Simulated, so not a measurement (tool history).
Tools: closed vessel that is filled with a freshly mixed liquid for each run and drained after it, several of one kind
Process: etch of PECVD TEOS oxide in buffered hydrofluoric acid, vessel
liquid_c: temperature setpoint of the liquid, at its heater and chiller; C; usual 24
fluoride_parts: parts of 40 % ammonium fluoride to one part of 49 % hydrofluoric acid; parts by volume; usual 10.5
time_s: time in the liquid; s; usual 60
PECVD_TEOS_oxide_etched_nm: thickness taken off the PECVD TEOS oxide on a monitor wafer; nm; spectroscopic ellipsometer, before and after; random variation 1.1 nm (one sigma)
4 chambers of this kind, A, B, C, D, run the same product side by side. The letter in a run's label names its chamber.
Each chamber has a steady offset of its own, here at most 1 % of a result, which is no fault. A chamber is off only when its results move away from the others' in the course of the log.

| run | day | liquid_c | fluoride_parts | time_s | read-back film thickness of the PECVD TEOS oxide reference wafer, read on the same gauge (nm) | PECVD_TEOS_oxide_etched_nm |
|---|---|---|---|---|---|---|
| 1B | 0.142 | 24 | 10.5 | 60 | 99.997 | 112.06 |
| 2D | 0.346 | 24 | 10.5 | 60 | 99.979 | 108.95 |
| 3C | 0.525 | 24 | 10.5 | 60 | 99.997 | 108.67 |
| 4A | 0.721 | 24 | 10.5 | 60 | 99.989 | 111.06 |
| 5C | 0.829 | 24 | 10.5 | 45 | 99.999 | 80.913 |
| 6A | 0.917 | 24 | 10.5 | 45 | 100.02 | 82.927 |
| 7D | 1.092 | 24 | 10.5 | 45 | 99.997 | 83.446 |
| 8B | 1.192 | 24 | 10.5 | 45 | 100.01 | 83.745 |
| 9A | 1.321 | 24 | 10.5 | 60 | 99.999 | 109.31 |
| 10C | 1.471 | 24 | 10.5 | 60 | 100.03 | 111.18 |
| 11B | 1.579 | 24 | 10.5 | 60 | 99.995 | 111.13 |
| 12D | 1.788 | 24 | 10.5 | 60 | 99.996 | 110.75 |
| 13C | 1.917 | 24 | 10.5 | 60 | 99.986 | 109.97 |
| 14D | 2.05 | 26.5 | 10.5 | 45 | 99.993 | 95.203 |
| 15A | 2.25 | 26.5 | 10.5 | 45 | 99.96 | 96.114 |
| 16B | 2.425 | 26.5 | 10.5 | 45 | 99.995 | 92.977 |
| 17A | 2.542 | 26.5 | 10.5 | 45 | 100.01 | 95.088 |
| 18C | 2.638 | 24 | 10.5 | 60 | 99.99 | 111.07 |
| 19B | 2.842 | 24 | 10.5 | 60 | 100.02 | 107.58 |
| 20D | 2.942 | 28.5 | 10.5 | 60 | 100.01 | 138.86 |
| 21C | 3.083 | 28.5 | 10.5 | 60 | 99.992 | 140.87 |
| 22B | 3.221 | 28.5 | 10.5 | 60 | 99.999 | 136.63 |
| 23D | 3.412 | 28.5 | 10.5 | 60 | 99.991 | 142.4 |
| 24A | 3.592 | 24 | 10.5 | 60 | 100 | 111.62 |
| 25D | 3.738 | 24 | 10.5 | 60 | 100 | 112.09 |
| 26B | 3.896 | 24 | 10.5 | 60 | 99.985 | 106.4 |
| 27A | 4.071 | 24 | 10.5 | 60 | 100.02 | 107.88 |
| 28C | 4.242 | 24 | 10.5 | 60 | 100.02 | 110.66 |
| 29B | 4.408 | 28.5 | 10.5 | 70 | 100.01 | 156.79 |
| 30A | 4.604 | 28.5 | 10.5 | 70 | 99.976 | 161.36 |
| 31D | 4.792 | 28.5 | 10.5 | 70 | 99.998 | 166.25 |
| 32C | 4.917 | 28.5 | 10.5 | 70 | 100 | 162.84 |
| 33C | 5.083 | 24 | 10.5 | 60 | 100.01 | 110.78 |
| 34B | 5.175 | 24 | 12 | 60 | 99.998 | 92.047 |
| 35A | 5.292 | 24 | 12 | 60 | 99.978 | 96.032 |
| 36D | 5.471 | 24 | 12 | 60 | 100.02 | 97.351 |
| 37C | 5.642 | 24 | 12 | 60 | 100.02 | 96.387 |
| 38A | 5.821 | 24 | 10.5 | 60 | 99.995 | 112.06 |
| 39D | 5.971 | 24 | 10.5 | 60 | 100.02 | 110.61 |
| 40B | 6.121 | 24 | 10.5 | 60 | 99.988 | 103.3 |
| 41B | 6.283 | 21.5 | 13.5 | 60 | 99.981 | 70.753 |
| 42D | 6.458 | 21.5 | 13.5 | 60 | 100 | 75.307 |

Next, every chamber runs the same settings. What will each give?
| 43A | 6.604 | 24 | 10.5 | 60 |  | ? |
| 43B | 6.604 | 24 | 10.5 | 60 |  | ? |
| 43C | 6.604 | 24 | 10.5 | 60 |  | ? |
| 43D | 6.604 | 24 | 10.5 | 60 |  | ? |

| run | PECVD_TEOS_oxide_etched_nm |
|---|---|
| 43A | 109.62 |
| 43B | 102.15 |
| 43C | 108.95 |
| 43D | 110.98 |

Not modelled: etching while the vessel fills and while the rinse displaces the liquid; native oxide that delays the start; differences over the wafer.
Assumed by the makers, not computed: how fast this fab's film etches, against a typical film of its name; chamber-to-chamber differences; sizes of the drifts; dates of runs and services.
